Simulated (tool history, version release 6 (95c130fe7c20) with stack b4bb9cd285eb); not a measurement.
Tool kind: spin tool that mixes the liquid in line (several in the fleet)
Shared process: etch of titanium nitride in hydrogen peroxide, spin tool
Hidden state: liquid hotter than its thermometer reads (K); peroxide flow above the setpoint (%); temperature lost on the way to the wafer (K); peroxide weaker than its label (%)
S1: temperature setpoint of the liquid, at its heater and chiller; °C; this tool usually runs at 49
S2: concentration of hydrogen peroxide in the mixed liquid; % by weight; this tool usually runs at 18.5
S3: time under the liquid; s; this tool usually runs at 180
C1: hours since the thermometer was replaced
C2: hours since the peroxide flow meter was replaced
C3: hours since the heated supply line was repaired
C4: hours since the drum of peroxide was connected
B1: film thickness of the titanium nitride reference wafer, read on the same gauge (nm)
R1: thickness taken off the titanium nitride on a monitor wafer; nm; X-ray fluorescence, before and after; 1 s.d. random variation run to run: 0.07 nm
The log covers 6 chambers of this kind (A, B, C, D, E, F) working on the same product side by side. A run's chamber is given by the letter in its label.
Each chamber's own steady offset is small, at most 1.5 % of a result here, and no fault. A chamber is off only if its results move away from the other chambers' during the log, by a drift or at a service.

run   hour  S1    S2   S3      C1      C2      C3      C4      B1      R1
 1D    3.9  49  18.5  180   625.5   297.9   772.9     112  39.978  7.9856
 2B    7.7  49  18.5  180  1032.5   611.1  1843.4   645.1  39.998    7.96
 3C   12.7  49  18.5  180     826  2570.8   583.2     795  40.015  8.0537
      13.2  -- chamber F: peroxide flow meter replaced
 4E   18.8  49  18.5  180  1638.1    59.3    1305   368.4  40.005  8.0012
 5F   25.4  49  18.5  180   270.1    12.2    83.2  1280.5   40.01  8.1762
 6A   32.5  49  18.5  180   892.3   718.1  1983.2    70.6  40.009  8.0353
 7F   38.7  49  18.5  180   283.4    25.5    96.5  1293.8  39.989    8.18
 8C     45  49  18.5  180   858.3  2603.1   615.5   827.3  40.009  8.0166
      47.6  -- chamber C: new drum of peroxide connected
 9D   52.3  49  18.5  180   673.9   346.3   821.3   160.4  40.001  8.1595
10B     57  49  18.5  180  1081.8   660.4  1892.7   694.4  39.999  7.9627
      58.5  -- chamber C: heated supply line repaired
11A   63.3  49  18.5  180   923.1   748.9    2014   101.4  39.987  7.9238
12E   67.3  49  18.5  180  1686.6   107.8  1353.5   416.9  39.999  8.1007
13E   73.8  49  18.5  180  1693.1   114.3    1360   423.4  39.984   8.116
14B     79  49  18.5  180  1103.8   682.4  1914.7   716.4  40.003  8.1152
15F   83.5  49  18.5  180   328.2    70.3   141.3  1338.6  40.016  8.2629
16A     89  49  18.5  180   948.8   774.6  2039.7   127.1  39.985  7.9694
17D   95.5  49  18.5  180   717.1   389.5   864.5   203.6  39.988  8.1109
18C  102.3  49  18.5  180   915.6  2660.4    43.8    54.7  39.988  8.0316
     105.7  -- chamber B: heated supply line repaired
19A  107.3  49  18.5  180   967.1   792.9    2058   145.4  39.995  7.9593
       109  -- chamber F: new drum of peroxide connected
20E  113.2  49  18.5  180  1732.5   153.7  1399.4   462.8  40.022  8.0365
21B  119.6  49  18.5  180  1144.4     723    13.9     757  39.998  7.9738
22F  126.9  49  18.5  180   371.6   113.7   184.7      18  40.005  8.2729
     127.1  -- chamber C: peroxide flow meter replaced
23D  130.8  49  18.5  180   752.4   424.8   899.8   238.9  39.992  8.0681
24C  135.4  49  18.5  250   948.7     8.3    76.9    87.8  39.995  11.072
25C  139.8  49  18.5  250   953.1    12.7    81.3    92.2  40.012  11.041
26A  146.3  49  18.5  250  1006.1   831.9    2097   184.4  40.002  11.105
27B  149.9  49  18.5  250  1174.7   753.3    44.2   787.3  39.997  11.104
     151.4  -- chamber E: thermometer replaced
28E  156.8  49  18.5  250     5.5   197.3    1443   506.4  39.999  11.358
29F  163.8  49  18.5  250   408.5   150.6   221.6    54.9  40.005  11.705
30D  170.9  49  18.5  180   792.5   464.9   939.9     279  39.997  8.1031
31E  175.7  49  18.5  180    24.4   216.2  1461.9   525.3  39.987  8.0263
32A  180.8  49  18.5  270  1040.6   866.4  2131.5   218.9  39.982  12.232
33C  187.3  49  18.5  270  1000.6    60.2   128.8   139.7  40.002  12.054
34B  192.4  49  18.5  270  1217.2   795.8    86.7   829.8  39.986   12.14
35F  199.4  49  18.5  270   444.1   186.2   257.2    90.5  39.978  12.793
36D  205.3  49  18.5  270   826.9   499.3   974.3   313.4  40.005  12.327
37E  208.5  49  18.5  270    57.2     249  1494.7   558.1  40.013  12.156
     214.6  -- chamber B: new drum of peroxide connected
38B  215.7  49  18.5  180  1240.5   819.1     110     1.1  39.989  8.1341
39D  220.6  49  18.5  180   842.2   514.6   989.6   328.7  40.001  8.0824
40F    228  49  18.5  180   472.7   214.8   285.8   119.1  39.997  8.6852
41A  234.1  49  18.5  180  1093.9   919.7  2184.8   272.2  39.982  8.0757
42C  237.4  49  18.5  180  1050.7   110.3   178.9   189.8  39.978  7.9298

All 6 chambers run these settings next. Forecast each chamber's results:
43A  242.7  49  15  180                       ?
43B  242.7  49  15  180                       ?
43C  242.7  49  15  180                       ?
43D  242.7  49  15  180                       ?
43E  242.7  49  15  180                       ?
43F  242.7  49  15  180                       ?

run      R1
43A  7.7085
43B  7.7247
43C  7.6666
43D  7.6623
43E  7.6809
43F   8.256

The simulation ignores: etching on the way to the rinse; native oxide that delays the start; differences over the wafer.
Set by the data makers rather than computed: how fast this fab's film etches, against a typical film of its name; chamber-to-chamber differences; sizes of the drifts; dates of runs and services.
